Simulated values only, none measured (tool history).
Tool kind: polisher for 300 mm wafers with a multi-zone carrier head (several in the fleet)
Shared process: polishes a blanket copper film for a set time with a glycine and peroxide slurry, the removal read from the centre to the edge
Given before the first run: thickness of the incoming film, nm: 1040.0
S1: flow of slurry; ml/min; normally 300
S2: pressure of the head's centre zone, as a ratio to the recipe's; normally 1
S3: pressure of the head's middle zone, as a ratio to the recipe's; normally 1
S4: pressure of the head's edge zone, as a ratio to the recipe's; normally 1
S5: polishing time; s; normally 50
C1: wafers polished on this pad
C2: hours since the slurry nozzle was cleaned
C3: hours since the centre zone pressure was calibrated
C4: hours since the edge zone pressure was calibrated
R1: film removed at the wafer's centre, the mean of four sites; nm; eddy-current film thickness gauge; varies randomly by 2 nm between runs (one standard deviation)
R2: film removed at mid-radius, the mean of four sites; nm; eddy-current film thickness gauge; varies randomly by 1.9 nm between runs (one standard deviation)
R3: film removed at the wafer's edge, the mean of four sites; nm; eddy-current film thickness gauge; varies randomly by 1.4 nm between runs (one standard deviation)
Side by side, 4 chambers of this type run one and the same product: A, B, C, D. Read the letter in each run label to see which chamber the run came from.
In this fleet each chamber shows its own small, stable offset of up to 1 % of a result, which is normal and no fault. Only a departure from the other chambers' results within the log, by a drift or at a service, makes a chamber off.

| run | day | S1 | S2 | S3 | S4 | S5 | C1 | C2 | C3 | C4 | R1 | R2 | R3 |
|---|---|---|---|---|---|---|---|---|---|---|---|---|---|
| 1A | 0.188 | 300 | 1 | 1 | 1 | 50 | 683 | 65.3 | 399.4 | 428.2 | 150.62 | 150.9 | 149.94 |
| 2D | 0.288 | 300 | 1 | 1 | 1 | 50 | 237 | 473.1 | 1402.7 | 388.8 | 146.64 | 151.8 | 150.84 |
| 3C | 0.492 | 300 | 1 | 1 | 1 | 50 | 506 | 385.7 | 552.6 | 1207.7 | 153.94 | 150.17 | 149.96 |
|  | 0.533 | chamber C: worn pad replaced by a new one |
| 4B | 0.646 | 300 | 1 | 1 | 1 | 50 | 885 | 173.5 | 431 | 824.6 | 149.75 | 151.06 | 152.17 |
| 5A | 0.783 | 300 | 1 | 1 | 1 | 50 | 800 | 79.6 | 413.7 | 442.5 | 149.4 | 147.41 | 151.26 |
|  | 0.888 | chamber A: worn pad replaced by a new one |
| 6D | 0.962 | 300 | 1 | 1 | 1 | 50 | 370 | 489.3 | 1418.9 | 405 | 147.67 | 150.55 | 148.89 |
| 7B | 1.167 | 300 | 1 | 1 | 1 | 50 | 988 | 186 | 443.5 | 837.1 | 150.56 | 150.57 | 152.96 |
| 8C | 1.292 | 300 | 1 | 1 | 1 | 50 | 149 | 404.9 | 571.8 | 1226.9 | 146.87 | 152.29 | 150.41 |
| 9C | 1.488 | 215 | 1 | 1 | 1 | 50 | 188 | 409.6 | 576.5 | 1231.6 | 142.28 | 140.85 | 145.21 |
| 10B | 1.688 | 215 | 1 | 1 | 1 | 50 | 1090 | 198.5 | 456 | 849.6 | 146.3 | 143.82 | 146.08 |
| 11A | 1.808 | 215 | 1 | 1 | 1 | 50 | 181 | 104.2 | 438.3 | 467.1 | 140.86 | 145.71 | 144.54 |
| 12D | 1.933 | 215 | 1 | 1 | 1 | 50 | 561 | 512.6 | 1442.2 | 428.3 | 141.63 | 144.55 | 143.81 |
| 13B | 2.067 | 300 | 1 | 1 | 1 | 50 | 1165 | 207.6 | 465.1 | 858.7 | 147.88 | 152.17 | 149.61 |
| 14A | 2.2 | 300 | 1 | 1 | 1 | 50 | 258 | 113.6 | 447.7 | 476.5 | 148.3 | 145.63 | 149.75 |
| 15C | 2.346 | 300 | 1 | 1 | 1 | 50 | 357 | 430.2 | 597.1 | 1252.2 | 149.91 | 149.77 | 150.45 |
| 16D | 2.554 | 300 | 1 | 1 | 1 | 50 | 683 | 527.5 | 1457.1 | 443.2 | 147.54 | 148.9 | 149.11 |
| 17D | 2.679 | 300 | 1 | 1 | 1 | 50 | 708 | 530.5 | 1460.1 | 446.2 | 149.9 | 150.02 | 149.39 |
| 18C | 2.879 | 300 | 1 | 1 | 1 | 50 | 462 | 443 | 609.9 | 1265 | 147.26 | 152.83 | 149.67 |
| 19A | 3 | 300 | 1 | 1 | 1.04 | 50 | 416 | 132.8 | 466.9 | 495.7 | 149.95 | 154.03 | 153.54 |
| 20B | 3.196 | 300 | 1 | 1 | 1.04 | 50 | 1387 | 234.7 | 492.2 | 885.8 | 148.25 | 152.04 | 152.37 |
| 21D | 3.325 | 300 | 1 | 1 | 1.04 | 50 | 835 | 546 | 1475.6 | 461.7 | 150.46 | 147.64 | 152.44 |
|  | 3.462 | chamber C: worn pad replaced by a new one |
| 22C | 3.471 | 300 | 1 | 1 | 1.04 | 50 | 1 | 457.2 | 624.1 | 1279.2 | 152.77 | 152.28 | 151.46 |
| 23B | 3.621 | 300 | 1 | 1 | 1 | 50 | 1470 | 244.9 | 502.4 | 896 | 148.99 | 146.52 | 150.88 |
| 24A | 3.717 | 300 | 1 | 1 | 1 | 50 | 557 | 150 | 484.1 | 512.9 | 150.03 | 151.27 | 151.25 |
| 25B | 3.921 | 300 | 1 | 1 | 1 | 50 | 1529 | 252.1 | 509.6 | 903.2 | 150.56 | 146.19 | 151.43 |
| 26D | 4.058 | 300 | 1 | 1 | 1 | 50 | 979 | 563.6 | 1493.2 | 479.3 | 150.51 | 150.95 | 147.55 |
| 27A | 4.208 | 300 | 1 | 1 | 1 | 50 | 653 | 161.8 | 495.9 | 524.7 | 148.53 | 147.98 | 150.51 |
| 28C | 4.333 | 300 | 1 | 1 | 1 | 50 | 171 | 477.9 | 644.8 | 1299.9 | 147.68 | 150.52 | 149.79 |

Decide between three cases: one chamber stands off from its peers, the gauge reading all wafers drifts, or nothing is wrong past each chamber's small offset. Where a chamber is off, say which and what most likely put it there.

No chamber is off and the gauge is stable; the differences are just each chamber's small, constant offset.

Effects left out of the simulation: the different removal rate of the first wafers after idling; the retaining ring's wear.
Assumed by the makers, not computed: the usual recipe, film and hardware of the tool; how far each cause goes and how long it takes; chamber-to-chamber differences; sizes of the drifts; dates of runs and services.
